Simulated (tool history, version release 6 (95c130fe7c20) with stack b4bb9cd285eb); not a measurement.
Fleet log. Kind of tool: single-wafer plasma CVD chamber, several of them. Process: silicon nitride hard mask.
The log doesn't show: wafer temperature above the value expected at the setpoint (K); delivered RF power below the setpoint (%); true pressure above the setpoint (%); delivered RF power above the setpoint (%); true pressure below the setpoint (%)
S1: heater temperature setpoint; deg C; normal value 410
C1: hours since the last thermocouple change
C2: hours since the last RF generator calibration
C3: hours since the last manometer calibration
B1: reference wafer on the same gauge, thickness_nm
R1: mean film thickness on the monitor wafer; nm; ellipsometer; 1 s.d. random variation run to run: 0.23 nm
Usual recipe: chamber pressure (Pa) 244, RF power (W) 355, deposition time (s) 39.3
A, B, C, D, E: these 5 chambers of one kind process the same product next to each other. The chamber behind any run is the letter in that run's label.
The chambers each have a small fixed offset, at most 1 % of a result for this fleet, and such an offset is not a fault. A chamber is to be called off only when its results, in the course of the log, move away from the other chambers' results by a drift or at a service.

Run 1D, hour 4.6: usual settings; C1 517.7; C2 641.8; C3 1816.9; B1 57.050. Result: R1 51.532 nm.
Run 2A, hour 9.3: usual settings; C1 1627.0; C2 267.3; C3 1832.8; B1 56.996. Result: R1 51.568 nm.
Run 3C, hour 14.2: usual settings; C1 907.3; C2 1142.7; C3 2353.4; B1 56.976. Result: R1 52.794 nm.
Run 4B, hour 18.6: usual settings; C1 2065.7; C2 191.4; C3 1470.8; B1 57.046. Result: R1 51.718 nm.
Run 5E, hour 24.2: usual settings; C1 962.1; C2 1687.1; C3 597.8; B1 57.004. Result: R1 52.114 nm.
Run 6A, hour 30.8: usual settings; C1 1648.5; C2 288.8; C3 1854.3; B1 56.956. Result: R1 51.903 nm.
Run 7E, hour 36.5: usual settings; C1 974.4; C2 1699.4; C3 610.1; B1 57.017. Result: R1 51.965 nm.
Run 8C, hour 42.4: usual settings but RF power (W) 420; C1 935.5; C2 1170.9; C3 2381.6; B1 57.020. Result: R1 58.312 nm.
At hour 45.3: chamber D: capacitance manometer re-zeroed and calibrated.
Run 9D, hour 48.4: usual settings but RF power (W) 420; C1 561.5; C2 685.6; C3 3.2; B1 56.914. Result: R1 57.302 nm.
Run 10B, hour 54.8: usual settings but RF power (W) 420; C1 2101.9; C2 227.6; C3 1507.0; B1 56.927. Result: R1 57.686 nm.
Run 11C, hour 61.3: usual settings but RF power (W) 420; C1 954.4; C2 1189.8; C3 2400.5; B1 56.934. Result: R1 58.547 nm.
Run 12A, hour 66.4: usual settings but RF power (W) 420; C1 1684.1; C2 324.4; C3 1889.9; B1 56.965. Result: R1 57.779 nm.
Run 13D, hour 71.8: usual settings; C1 584.9; C2 709.0; C3 26.6; B1 56.976. Result: R1 51.656 nm.
Run 14E, hour 76.2: usual settings; C1 1014.1; C2 1739.1; C3 649.8; B1 57.014. Result: R1 52.415 nm.
Run 15B, hour 80.5: usual settings; C1 2127.6; C2 253.3; C3 1532.7; B1 57.006. Result: R1 51.883 nm.
Run 16C, hour 84.7: usual settings; C1 977.8; C2 1213.2; C3 2423.9; B1 57.026. Result: R1 52.306 nm.
Run 17A, hour 88.7: usual settings but S1 397 deg C, RF power (W) 425; C1 1706.4; C2 346.7; C3 1912.2; B1 57.055. Result: R1 58.734 nm.
At hour 92.0: chamber C: capacitance manometer re-zeroed and calibrated.
Run 18E, hour 95.5: usual settings but S1 397 deg C, RF power (W) 425; C1 1033.4; C2 1758.4; C3 669.1; B1 56.988. Result: R1 58.890 nm.
Run 19B, hour 100.5: usual settings but S1 397 deg C, RF power (W) 425; C1 2147.6; C2 273.3; C3 1552.7; B1 57.021. Result: R1 58.142 nm.
Run 20D, hour 103.8: usual settings but S1 397 deg C, RF power (W) 425; C1 616.9; C2 741.0; C3 58.6; B1 56.956. Result: R1 58.135 nm.
Run 21E, hour 107.6: usual settings but S1 397 deg C, RF power (W) 425; C1 1045.5; C2 1770.5; C3 681.2; B1 56.970. Result: R1 58.938 nm.
Run 22C, hour 113.9: usual settings; C1 1007.0; C2 1242.4; C3 22.0; B1 56.987. Result: R1 52.839 nm.
Run 23D, hour 119.3: usual settings; C1 632.4; C2 756.5; C3 74.1; B1 57.016. Result: R1 51.741 nm.
Run 24A, hour 125.1: usual settings; C1 1742.8; C2 383.1; C3 1948.6; B1 57.057. Result: R1 52.129 nm.
Run 25B, hour 131.5: usual settings; C1 2178.6; C2 304.3; C3 1583.7; B1 56.993. Result: R1 51.592 nm.
Run 26C, hour 137.4: usual settings; C1 1030.5; C2 1265.9; C3 45.5; B1 57.022. Result: R1 52.842 nm.
Run 27E, hour 143.7: usual settings but chamber pressure (Pa) 195; C1 1081.6; C2 1806.6; C3 717.3; B1 57.021. Result: R1 49.029 nm.
Run 28B, hour 147.0: usual settings but chamber pressure (Pa) 195; C1 2194.1; C2 319.8; C3 1599.2; B1 57.009. Result: R1 48.513 nm.
Run 29A, hour 153.9: usual settings but chamber pressure (Pa) 195; C1 1771.6; C2 411.9; C3 1977.4; B1 57.002. Result: R1 48.830 nm.
Run 30D, hour 159.5: usual settings but chamber pressure (Pa) 195; C1 672.6; C2 796.7; C3 114.3; B1 56.992. Result: R1 48.885 nm.
Run 31B, hour 166.4: usual settings but chamber pressure (Pa) 195; C1 2213.5; C2 339.2; C3 1618.6; B1 57.032. Result: R1 48.346 nm.
Run 32C, hour 171.9: usual settings; C1 1065.0; C2 1300.4; C3 80.0; B1 56.982. Result: R1 52.947 nm.
Run 33A, hour 176.3: usual settings but S1 397 deg C; C1 1794.0; C2 434.3; C3 1999.8; B1 56.946. Result: R1 52.387 nm.
Run 34D, hour 182.3: usual settings but S1 397 deg C; C1 695.4; C2 819.5; C3 137.1; B1 56.997. Result: R1 52.169 nm.
Run 35E, hour 189.4: usual settings but S1 397 deg C; C1 1127.3; C2 1852.3; C3 763.0; B1 56.999. Result: R1 52.408 nm.
Run 36A, hour 193.4: usual settings but S1 397 deg C; C1 1811.1; C2 451.4; C3 2016.9; B1 57.066. Result: R1 52.447 nm.
Run 37B, hour 197.3: usual settings but S1 397 deg C; C1 2244.4; C2 370.1; C3 1649.5; B1 56.995. Result: R1 52.159 nm.
Run 38E, hour 200.4: usual settings; C1 1138.3; C2 1863.3; C3 774.0; B1 57.013. Result: R1 52.463 nm.

Has any chamber moved away from the others, gradually or after a service, or does the common gauge drift, or do the chambers differ only by their own small steady offsets? State the chamber and the most likely cause if one applies.

Beyond each chamber's small constant offset nothing stands out, and the gauge stays steady.

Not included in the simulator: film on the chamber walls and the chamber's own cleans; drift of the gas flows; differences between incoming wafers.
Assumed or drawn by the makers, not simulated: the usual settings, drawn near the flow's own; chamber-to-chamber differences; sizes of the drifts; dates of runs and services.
